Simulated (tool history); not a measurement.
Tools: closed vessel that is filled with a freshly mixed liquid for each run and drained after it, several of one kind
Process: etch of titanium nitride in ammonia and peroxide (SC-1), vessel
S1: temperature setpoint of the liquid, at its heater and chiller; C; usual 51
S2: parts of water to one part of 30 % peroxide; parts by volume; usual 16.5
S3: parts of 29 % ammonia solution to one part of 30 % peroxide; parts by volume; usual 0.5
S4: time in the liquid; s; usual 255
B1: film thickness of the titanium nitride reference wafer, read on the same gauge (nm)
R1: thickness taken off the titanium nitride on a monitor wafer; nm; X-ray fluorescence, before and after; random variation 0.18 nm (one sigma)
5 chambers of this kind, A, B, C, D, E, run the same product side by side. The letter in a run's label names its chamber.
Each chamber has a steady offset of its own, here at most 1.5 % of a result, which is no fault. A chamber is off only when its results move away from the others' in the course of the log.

| run | hour | S1 | S2 | S3 | S4 | B1 | R1 |
|---|---|---|---|---|---|---|---|
| 1B | 6.7 | 51 | 16.5 | 0.5 | 255 | 89.960 | 23.075 |
| 2A | 14.4 | 51 | 16.5 | 0.5 | 255 | 89.995 | 23.093 |
| 3E | 19.5 | 51 | 16.5 | 0.5 | 255 | 89.952 | 23.949 |
| 4D | 27.4 | 51 | 16.5 | 0.5 | 255 | 89.990 | 23.484 |
| 5C | 35.3 | 51 | 16.5 | 0.5 | 255 | 90.020 | 23.657 |
| 6D | 44.9 | 51 | 16.5 | 0.5 | 255 | 89.964 | 23.365 |
| 7A | 51.8 | 51 | 16.5 | 0.5 | 255 | 89.983 | 23.401 |
| 8B | 61.5 | 51 | 16.5 | 0.5 | 255 | 89.987 | 23.360 |
|  | 63.4 | chamber D: thermometer replaced |
| 9E | 66.7 | 51 | 16.5 | 0.5 | 255 | 89.994 | 23.641 |
| 10C | 72.2 | 51 | 16.5 | 0.5 | 255 | 90.015 | 23.741 |
| 11A | 76.4 | 51 | 16.5 | 0.4 | 255 | 90.021 | 22.351 |
| 12B | 81.6 | 51 | 16.5 | 0.4 | 255 | 90.024 | 22.512 |
| 13C | 90.4 | 51 | 16.5 | 0.4 | 255 | 90.006 | 22.837 |
| 14D | 96.7 | 51 | 16.5 | 0.4 | 255 | 89.986 | 22.622 |
| 15E | 101.2 | 51 | 16.5 | 0.4 | 255 | 89.982 | 22.229 |
| 16E | 108.3 | 51 | 24.0 | 0.5 | 255 | 90.018 | 19.193 |
| 17D | 113.9 | 51 | 24.0 | 0.5 | 255 | 90.016 | 19.103 |
| 18B | 118.6 | 51 | 24.0 | 0.5 | 255 | 89.993 | 18.885 |
|  | 118.9 | chamber D: new drum of ammonia solution connected |
| 19A | 124.0 | 51 | 24.0 | 0.5 | 255 | 89.977 | 18.943 |
| 20C | 132.2 | 51 | 24.0 | 0.5 | 255 | 89.969 | 19.290 |
| 21C | 138.5 | 57 | 10.0 | 0.5 | 255 | 90.005 | 45.903 |
| 22B | 146.4 | 57 | 10.0 | 0.5 | 255 | 90.008 | 45.830 |
| 23A | 154.7 | 57 | 10.0 | 0.5 | 255 | 89.968 | 46.630 |
| 24D | 160.9 | 57 | 10.0 | 0.5 | 255 | 90.021 | 46.981 |
| 25E | 169.5 | 57 | 10.0 | 0.5 | 255 | 89.988 | 45.179 |
| 26C | 178.1 | 51 | 16.5 | 0.5 | 255 | 89.995 | 24.050 |
| 27B | 185.9 | 51 | 16.5 | 0.5 | 255 | 89.998 | 23.168 |
| 28A | 191.1 | 51 | 16.5 | 0.5 | 255 | 89.996 | 23.507 |
| 29D | 196.2 | 51 | 16.5 | 0.5 | 255 | 89.982 | 23.792 |
| 30E | 201.9 | 51 | 16.5 | 0.5 | 255 | 89.981 | 22.979 |
| 31E | 206.3 | 51 | 16.5 | 0.5 | 255 | 90.018 | 22.811 |
| 32B | 211.7 | 51 | 16.5 | 0.5 | 255 | 89.997 | 23.209 |
| 33C | 217.7 | 51 | 16.5 | 0.5 | 255 | 89.991 | 23.674 |
| 34D | 226.6 | 51 | 19.0 | 0.3 | 255 | 90.037 | 19.698 |
| 35A | 231.2 | 51 | 19.0 | 0.3 | 255 | 89.977 | 19.509 |
| 36B | 235.9 | 51 | 19.0 | 0.3 | 255 | 90.004 | 19.670 |
| 37D | 245.6 | 51 | 19.0 | 0.3 | 255 | 89.975 | 20.082 |
| 38E | 255.3 | 51 | 19.0 | 0.3 | 255 | 90.024 | 19.184 |
| 39A | 262.4 | 51 | 16.5 | 0.5 | 255 | 90.024 | 23.354 |
| 40C | 271.9 | 51 | 16.5 | 0.5 | 255 | 90.004 | 23.908 |
| 41E | 280.5 | 51 | 16.5 | 0.5 | 255 | 90.010 | 22.250 |
| 42D | 284.9 | 51 | 16.5 | 0.5 | 255 | 90.036 | 23.335 |
| 43B | 289.9 | 51 | 16.5 | 0.5 | 255 | 90.014 | 23.590 |

All 5 chambers run these settings next. Forecast each chamber's results:
| 44A | 296.9 | 51 | 16.5 | 0.5 | 255 |  | ? |
| 44B | 296.9 | 51 | 16.5 | 0.5 | 255 |  | ? |
| 44C | 296.9 | 51 | 16.5 | 0.5 | 255 |  | ? |
| 44D | 296.9 | 51 | 16.5 | 0.5 | 255 |  | ? |
| 44E | 296.9 | 51 | 16.5 | 0.5 | 255 |  | ? |

| run | R1 |
|---|---|
| 44A | 23.429 |
| 44B | 22.988 |
| 44C | 23.754 |
| 44D | 23.261 |
| 44E | 22.526 |
